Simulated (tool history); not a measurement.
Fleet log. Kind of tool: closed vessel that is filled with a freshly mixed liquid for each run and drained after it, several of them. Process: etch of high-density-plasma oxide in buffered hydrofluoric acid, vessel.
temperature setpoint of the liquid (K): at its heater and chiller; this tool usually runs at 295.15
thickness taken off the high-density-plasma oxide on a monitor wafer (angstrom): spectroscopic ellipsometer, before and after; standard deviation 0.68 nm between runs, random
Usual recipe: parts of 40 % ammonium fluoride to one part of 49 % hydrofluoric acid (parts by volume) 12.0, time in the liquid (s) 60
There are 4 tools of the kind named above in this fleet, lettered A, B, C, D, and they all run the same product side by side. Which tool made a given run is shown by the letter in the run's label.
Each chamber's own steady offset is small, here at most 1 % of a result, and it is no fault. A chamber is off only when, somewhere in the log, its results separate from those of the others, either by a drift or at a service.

run,day,temperature setpoint of the liquid (K),parts of 40 % ammonium fluoride to one part of 49 % hydrofluoric acid (parts by volume),time in the liquid (s),hours since the thermometer was replaced,hours since the hydrofluoric acid flow meter was replaced,"read-back film thickness of the high-density-plasma oxide reference wafer, read on the same gauge (nm)",thickness taken off the high-density-plasma oxide on a monitor wafer (angstrom)
1C,0.288,295.15,12.0,60,489.0,28.4,50.061,744.35
2D,0.583,295.15,12.0,60,1113.8,1218.5,49.994,772.56
3A,0.721,295.15,12.0,60,788.7,629.7,50.014,756.03
4B,0.992,295.15,12.0,60,2486.6,856.2,49.972,769.09
5A,1.262,295.15,12.0,60,801.7,642.7,49.983,755.92
6B,1.562,290.65,12.0,35,2500.3,869.9,50.009,345.47
7C,1.838,290.65,12.0,35,526.2,65.6,50.041,337.50
8D,1.996,290.65,12.0,35,1147.7,1252.4,50.030,343.06
9B,2.300,290.65,12.0,35,2518.0,887.6,49.999,346.73
10D,2.446,295.15,12.0,60,1158.5,1263.2,49.981,757.34
11C,2.696,295.15,12.0,60,546.8,86.2,50.001,740.99
12A,2.854,295.15,12.0,60,839.9,680.9,50.001,742.58
13C,3.096,295.15,12.0,60,556.4,95.8,50.006,720.21
14B,3.292,295.15,12.0,60,2541.8,911.4,49.982,756.21
15A,3.488,295.15,12.0,60,855.1,696.1,49.988,742.89
16D,3.692,291.15,12.0,60,1188.4,1293.1,49.992,602.81
17B,3.833,291.15,12.0,60,2554.8,924.4,49.991,610.18
18C,4.104,291.15,12.0,60,580.6,120.0,50.001,579.14
19A,4.300,291.15,12.0,60,874.6,715.6,50.007,597.18
20D,4.458,295.15,12.0,60,1206.8,1311.5,49.995,771.78
21C,4.600,295.15,12.0,60,592.5,131.9,50.070,725.70
22A,4.908,295.15,12.0,60,889.2,730.2,49.972,748.48
23D,5.067,295.15,12.0,85,1221.4,1326.1,50.013,1073.20
24B,5.262,295.15,12.0,85,2589.1,958.7,49.983,1085.70
25D,5.438,295.15,12.0,85,1230.3,1335.0,50.035,1088.70
26C,5.625,295.15,12.0,85,617.1,156.5,49.930,1012.30
27B,5.867,295.15,12.0,60,2603.6,973.2,50.039,755.78
28A,6.021,295.15,14.5,30,915.9,756.9,50.001,315.00
29D,6.217,295.15,14.5,30,1249.0,1353.7,49.993,315.41

Does one chamber stand apart from the rest, does the shared gauge drift, or is all well apart from small per-chamber offsets? Give the chamber and the most likely cause, where there is one.

Little by little, chamber C moves away from the other chambers.
What lies behind it: liquid colder than its thermometer reads (K) = 1.36.
It could be hard to tell apart here from: hydrofluoric acid flow below the setpoint (%).

Here are 4 candidates for chamber C's next run, each the usual settings with a change, their results left as question marks. Which one brings its results back in line with what the others give on the usual settings?
To be in line, a result may differ from the other chambers' mean on the usual settings by at most: thickness taken off the high-density-plasma oxide on a monitor wafer (angstrom) 24.00
30C-1,6.446,295.15,13.0,60,,,,?
30C-2,6.446,295.65,12.0,70,,,,?
30C-3,6.446,295.15,12.0,65,,,,?
30C-4,6.446,295.15,12.0,50,,,,?

What the other chambers average on the usual settings: thickness taken off the high-density-plasma oxide on a monitor wafer (angstrom) 757.93
run,thickness taken off the high-density-plasma oxide on a monitor wafer (angstrom)
30C-1,645.12
30C-2,836.83
30C-3,755.72
30C-4,581.32
30C-3 puts the chamber back in line with the other chambers.
